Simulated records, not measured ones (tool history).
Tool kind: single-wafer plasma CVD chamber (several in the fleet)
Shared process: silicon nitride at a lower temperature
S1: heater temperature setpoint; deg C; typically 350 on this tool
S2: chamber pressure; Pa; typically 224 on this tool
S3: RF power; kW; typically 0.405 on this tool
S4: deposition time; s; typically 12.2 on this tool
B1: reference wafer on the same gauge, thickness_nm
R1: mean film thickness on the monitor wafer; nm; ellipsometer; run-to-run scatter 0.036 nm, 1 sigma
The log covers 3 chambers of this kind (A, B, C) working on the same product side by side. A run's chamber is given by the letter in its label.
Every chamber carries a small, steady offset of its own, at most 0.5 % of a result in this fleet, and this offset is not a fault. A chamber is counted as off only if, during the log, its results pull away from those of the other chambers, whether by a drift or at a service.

Run 1C, hour 5.6: usual settings; B1 19.299. Result: R1 17.649 nm.
Run 2B, hour 11.9: usual settings; B1 19.287. Result: R1 17.6 nm.
Run 3A, hour 19.8: usual settings; B1 19.306. Result: R1 17.656 nm.
Run 4C, hour 25.7: usual settings; B1 19.31. Result: R1 17.712 nm.
Run 5A, hour 31.5: usual settings; B1 19.302. Result: R1 17.671 nm.
Run 6B, hour 36.6: usual settings; B1 19.301. Result: R1 17.624 nm.
Run 7A, hour 41.5: usual settings; B1 19.293. Result: R1 17.674 nm.
Run 8C, hour 48.6: usual settings; B1 19.307. Result: R1 17.666 nm.
Run 9B, hour 55: usual settings; B1 19.302. Result: R1 17.606 nm.
Run 10C, hour 60.8: usual settings; B1 19.312. Result: R1 17.66 nm.
Run 11A, hour 68: usual settings; B1 19.299. Result: R1 17.698 nm.
Run 12B, hour 73.4: usual settings; B1 19.292. Result: R1 17.54 nm.
Run 13C, hour 79.8: usual settings; B1 19.295. Result: R1 17.738 nm.
Run 14A, hour 83.6: usual settings; B1 19.292. Result: R1 17.734 nm.
Run 15B, hour 91.3: usual settings; B1 19.294. Result: R1 17.504 nm.
Run 16B, hour 98.3: usual settings but S4 13.1 s; B1 19.3. Result: R1 18.742 nm.
Run 17C, hour 102.1: usual settings but S4 13.1 s; B1 19.298. Result: R1 19.03 nm.
Run 18A, hour 107.6: usual settings but S4 13.1 s; B1 19.306. Result: R1 18.953 nm.
Run 19A, hour 111.8: usual settings; B1 19.3. Result: R1 17.711 nm.
Run 20C, hour 118.3: usual settings; B1 19.308. Result: R1 17.641 nm.
Run 21B, hour 122: usual settings; B1 19.299. Result: R1 17.439 nm.
Run 22A, hour 126.5: usual settings; B1 19.294. Result: R1 17.692 nm.
Run 23B, hour 130.7: usual settings; B1 19.312. Result: R1 17.308 nm.
Run 24C, hour 135.8: usual settings; B1 19.304. Result: R1 17.717 nm.
Run 25C, hour 143.1: usual settings; B1 19.297. Result: R1 17.742 nm.
Run 26B, hour 147.9: usual settings; B1 19.296. Result: R1 17.225 nm.
Run 27A, hour 152.3: usual settings; B1 19.302. Result: R1 17.711 nm.
Run 28A, hour 160.3: usual settings; B1 19.308. Result: R1 17.697 nm.
Run 29B, hour 166.4: usual settings but S2 249 Pa; B1 19.299. Result: R1 17.66 nm.
Run 30C, hour 171.6: usual settings but S2 249 Pa; B1 19.314. Result: R1 18.207 nm.
Run 31B, hour 176.8: usual settings but S2 249 Pa; B1 19.305. Result: R1 17.728 nm.
Run 32C, hour 184.4: usual settings; B1 19.302. Result: R1 17.716 nm.

Predict what each chamber gives when all 3 of them run the settings below next.
Run 33A, hour 190.2: usual settings. Result: R1 ?.
Run 33B, hour 190.2: usual settings. Result: R1 ?.
Run 33C, hour 190.2: usual settings. Result: R1 ?.

run      R1
33A  17.731
33B  17.149
33C  17.715
